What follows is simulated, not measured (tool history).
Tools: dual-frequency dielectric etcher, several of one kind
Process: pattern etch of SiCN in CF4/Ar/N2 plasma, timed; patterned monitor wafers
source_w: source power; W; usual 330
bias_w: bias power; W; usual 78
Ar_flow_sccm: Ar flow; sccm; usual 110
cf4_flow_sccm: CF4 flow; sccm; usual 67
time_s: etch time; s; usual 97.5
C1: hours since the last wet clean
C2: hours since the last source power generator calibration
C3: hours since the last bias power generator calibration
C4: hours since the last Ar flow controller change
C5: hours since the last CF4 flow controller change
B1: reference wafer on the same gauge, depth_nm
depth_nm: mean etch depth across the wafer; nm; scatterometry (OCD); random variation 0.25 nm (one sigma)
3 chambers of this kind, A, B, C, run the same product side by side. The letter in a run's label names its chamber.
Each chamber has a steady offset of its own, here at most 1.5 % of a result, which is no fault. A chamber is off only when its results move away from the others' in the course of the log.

Run 1A, hour 5.7: usual settings; C1 396.6; C2 2496; C3 921.2; C4 824; C5 2048; B1 70.393. Result: depth_nm 65.453 nm.
Run 2B, hour 12.4: usual settings; C1 221.1; C2 376.1; C3 1378.5; C4 980.3; C5 1082.7; B1 70.366. Result: depth_nm 63.613 nm.
Run 3C, hour 19.3: usual settings; C1 200.5; C2 1346.3; C3 2483.6; C4 762.4; C5 4102.2; B1 70.41. Result: depth_nm 64.113 nm.
Run 4B, hour 24: usual settings; C1 232.7; C2 387.7; C3 1390.1; C4 991.9; C5 1094.3; B1 70.377. Result: depth_nm 63.648 nm.
Run 5A, hour 29.4: usual settings; C1 420.3; C2 2519.7; C3 944.9; C4 847.7; C5 2071.7; B1 70.336. Result: depth_nm 65.466 nm.
Run 6C, hour 32.8: usual settings; C1 214; C2 1359.8; C3 2497.1; C4 775.9; C5 4115.7; B1 70.405. Result: depth_nm 63.57 nm.
Run 7B, hour 36: usual settings; C1 244.7; C2 399.7; C3 1402.1; C4 1003.9; C5 1106.3; B1 70.441. Result: depth_nm 64.184 nm.
Run 8C, hour 40.8: usual settings; C1 222; C2 1367.8; C3 2505.1; C4 783.9; C5 4123.7; B1 70.422. Result: depth_nm 63.811 nm.
Run 9A, hour 47.6: usual settings; C1 438.5; C2 2537.9; C3 963.1; C4 865.9; C5 2089.9; B1 70.336. Result: depth_nm 65.084 nm.
Run 10B, hour 52.4: usual settings; C1 261.1; C2 416.1; C3 1418.5; C4 1020.3; C5 1122.7; B1 70.38. Result: depth_nm 63.762 nm.
Run 11C, hour 57.3: usual settings; C1 238.5; C2 1384.3; C3 2521.6; C4 800.4; C5 4140.2; B1 70.399. Result: depth_nm 63.683 nm.
Run 12A, hour 61.1: usual settings; C1 452; C2 2551.4; C3 976.6; C4 879.4; C5 2103.4; B1 70.383. Result: depth_nm 65.107 nm.
At hour 63.3: chamber A: wet clean of the chamber.
Run 13B, hour 67.6: usual settings but time_s 83 s; C1 276.3; C2 431.3; C3 1433.7; C4 1035.5; C5 1137.9; B1 70.365. Result: depth_nm 54.345 nm.
Run 14C, hour 73.1: usual settings but time_s 83 s; C1 254.3; C2 1400.1; C3 2537.4; C4 816.2; C5 4156; B1 70.342. Result: depth_nm 53.794 nm.
Run 15A, hour 80.1: usual settings but time_s 83 s; C1 16.9; C2 2570.4; C3 995.6; C4 898.4; C5 2122.4; B1 70.413. Result: depth_nm 55.423 nm.
Run 16C, hour 87.2: usual settings; C1 268.4; C2 1414.2; C3 2551.5; C4 830.3; C5 4170.1; B1 70.367. Result: depth_nm 63.086 nm.
Run 17B, hour 91.4: usual settings; C1 300.1; C2 455.1; C3 1457.5; C4 1059.3; C5 1161.7; B1 70.332. Result: depth_nm 63.963 nm.
Run 18A, hour 98.5: usual settings; C1 35.3; C2 2588.8; C3 1014; C4 916.8; C5 2140.8; B1 70.442. Result: depth_nm 64.853 nm.
Run 19B, hour 105: usual settings; C1 313.7; C2 468.7; C3 1471.1; C4 1072.9; C5 1175.3; B1 70.415. Result: depth_nm 64.167 nm.
Run 20C, hour 109.5: usual settings; C1 290.7; C2 1436.5; C3 2573.8; C4 852.6; C5 4192.4; B1 70.436. Result: depth_nm 62.887 nm.
Run 21A, hour 116.6: usual settings; C1 53.4; C2 2606.9; C3 1032.1; C4 934.9; C5 2158.9; B1 70.419. Result: depth_nm 65.105 nm.
Run 22A, hour 123.1: usual settings; C1 59.9; C2 2613.4; C3 1038.6; C4 941.4; C5 2165.4; B1 70.381. Result: depth_nm 65.414 nm.
Run 23C, hour 127.1: usual settings; C1 308.3; C2 1454.1; C3 2591.4; C4 870.2; C5 4210; B1 70.372. Result: depth_nm 63.047 nm.
Run 24B, hour 132.7: usual settings; C1 341.4; C2 496.4; C3 1498.8; C4 1100.6; C5 1203; B1 70.383. Result: depth_nm 64.361 nm.
Run 25A, hour 136.4: usual settings but Ar_flow_sccm 96 sccm; C1 73.2; C2 2626.7; C3 1051.9; C4 954.7; C5 2178.7; B1 70.418. Result: depth_nm 66.511 nm.
Run 26C, hour 142.5: usual settings but Ar_flow_sccm 96 sccm; C1 323.7; C2 1469.5; C3 2606.8; C4 885.6; C5 4225.4; B1 70.322. Result: depth_nm 63.635 nm.
Run 27B, hour 147.5: usual settings but Ar_flow_sccm 96 sccm; C1 356.2; C2 511.2; C3 1513.6; C4 1115.4; C5 1217.8; B1 70.437. Result: depth_nm 65.701 nm.
Run 28B, hour 154.6: usual settings; C1 363.3; C2 518.3; C3 1520.7; C4 1122.5; C5 1224.9; B1 70.363. Result: depth_nm 63.862 nm.
Run 29C, hour 158: usual settings; C1 339.2; C2 1485; C3 2622.3; C4 901.1; C5 4240.9; B1 70.423. Result: depth_nm 62.355 nm.

Next, every chamber runs the same settings. What will each give?
Run 30A, hour 163.1: usual settings but time_s 112.5 s. Result: depth_nm ?.
Run 30B, hour 163.1: usual settings but time_s 112.5 s. Result: depth_nm ?.
Run 30C, hour 163.1: usual settings but time_s 112.5 s. Result: depth_nm ?.

run  depth_nm
30A    75.026
30B    73.884
30C    71.463
